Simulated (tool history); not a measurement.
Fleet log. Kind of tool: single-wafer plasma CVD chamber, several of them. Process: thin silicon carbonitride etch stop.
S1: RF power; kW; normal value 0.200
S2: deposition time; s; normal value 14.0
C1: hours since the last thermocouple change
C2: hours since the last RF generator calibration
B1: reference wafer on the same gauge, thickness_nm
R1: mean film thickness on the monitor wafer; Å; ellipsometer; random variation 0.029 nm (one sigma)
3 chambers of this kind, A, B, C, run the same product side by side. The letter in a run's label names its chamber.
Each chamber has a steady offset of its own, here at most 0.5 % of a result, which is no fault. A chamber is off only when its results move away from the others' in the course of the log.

run 1A hour=6.8 | S1=0.200 S2=14.0 | C1=668.3 C2=2236.6 | B1=7.8148 | R1=79.539
run 2C hour=13.8 | S1=0.200 S2=14.0 | C1=1354.6 C2=349.4 | B1=7.8177 | R1=79.370
run 3B hour=19.6 | S1=0.200 S2=14.0 | C1=1466.8 C2=1222.6 | B1=7.8180 | R1=79.606
run 4B hour=26.6 | S1=0.200 S2=14.0 | C1=1473.8 C2=1229.6 | B1=7.8230 | R1=80.118
run 5C hour=32.2 | S1=0.200 S2=14.0 | C1=1373.0 C2=367.8 | B1=7.8164 | R1=79.083
run 6A hour=37.4 | S1=0.200 S2=14.0 | C1=698.9 C2=2267.2 | B1=7.8242 | R1=79.887
run 7A hour=45.1 | S1=0.200 S2=14.0 | C1=706.6 C2=2274.9 | B1=7.8273 | R1=79.752
run 8C hour=50.7 | S1=0.175 S2=12.9 | C1=1391.5 C2=386.3 | B1=7.8215 | R1=70.432
run 9B hour=58.0 | S1=0.175 S2=12.9 | C1=1505.2 C2=1261.0 | B1=7.8151 | R1=70.742
run 10A hour=66.0 | S1=0.175 S2=12.9 | C1=727.5 C2=2295.8 | B1=7.8267 | R1=70.675
run 11C hour=71.8 | S1=0.200 S2=14.0 | C1=1412.6 C2=407.4 | B1=7.8267 | R1=79.772
run 12B hour=77.0 | S1=0.200 S2=14.0 | C1=1524.2 C2=1280.0 | B1=7.8256 | R1=79.665
run 13A hour=84.7 | S1=0.200 S2=14.0 | C1=746.2 C2=2314.5 | B1=7.8208 | R1=80.029
run 14B hour=93.0 | S1=0.200 S2=14.0 | C1=1540.2 C2=1296.0 | B1=7.8138 | R1=79.381
run 15C hour=97.7 | S1=0.225 S2=12.6 | C1=1438.5 C2=433.3 | B1=7.8217 | R1=74.495
run 16B hour=101.6 | S1=0.225 S2=12.6 | C1=1548.8 C2=1304.6 | B1=7.8193 | R1=73.519
run 17A hour=108.0 | S1=0.225 S2=12.6 | C1=769.5 C2=2337.8 | B1=7.8170 | R1=74.245
run 18C hour=112.0 | S1=0.200 S2=14.0 | C1=1452.8 C2=447.6 | B1=7.8175 | R1=79.392
run 19B hour=118.6 | S1=0.200 S2=14.0 | C1=1565.8 C2=1321.6 | B1=7.8129 | R1=79.168
run 20C hour=126.1 | S1=0.200 S2=14.0 | C1=1466.9 C2=461.7 | B1=7.8218 | R1=79.326
run 21A hour=132.8 | S1=0.200 S2=14.0 | C1=794.3 C2=2362.6 | B1=7.8201 | R1=79.921
run 22A hour=138.0 | S1=0.180 S2=12.8 | C1=799.5 C2=2367.8 | B1=7.8205 | R1=70.097
run 23C hour=145.2 | S1=0.180 S2=12.8 | C1=1486.0 C2=480.8 | B1=7.8166 | R1=70.478
run 24B hour=149.3 | S1=0.180 S2=12.8 | C1=1596.5 C2=1352.3 | B1=7.8155 | R1=69.790
run 25B hour=154.7 | S1=0.200 S2=14.0 | C1=1601.9 C2=1357.7 | B1=7.8178 | R1=78.408
-- hour=155.6 chamber A: RF generator calibrated
run 26C hour=161.9 | S1=0.200 S2=14.0 | C1=1502.7 C2=497.5 | B1=7.8198 | R1=79.713
run 27A hour=166.2 | S1=0.200 S2=14.0 | C1=827.7 C2=10.7 | B1=7.8198 | R1=79.645

Which is it: a chamber that has drifted or been left off by a service, a gauge drift common to all chambers, or only each chamber's usual small offset? If a chamber is off, name it and its likeliest cause.

Chamber B drifts away from the others.
Most likely cause: delivered RF power below the setpoint (%) = 8.35.

Here are 4 candidates for chamber B's next run, each the usual settings with a change, their results left as question marks. Which one brings its results back in line with what the others give on the usual settings?
A result is in line if it is within this distance of the other chambers' mean on the usual settings: R1 1.000 Å
run 28B-1 hour=172.6 | S1=0.230 S2=14.0 | R1=?
run 28B-2 hour=172.6 | S1=0.200 S2=14.3 | R1=?
run 28B-3 hour=172.6 | S1=0.175 S2=14.0 | R1=?
run 28B-4 hour=172.6 | S1=0.185 S2=14.0 | R1=?

Mean of the other chambers on the usual settings: R1 79.599 Å
run=28B-1 R1=81.188
run=28B-2 R1=79.532
run=28B-3 R1=74.816
run=28B-4 R1=76.069
28B-2 brings the chamber back in line.
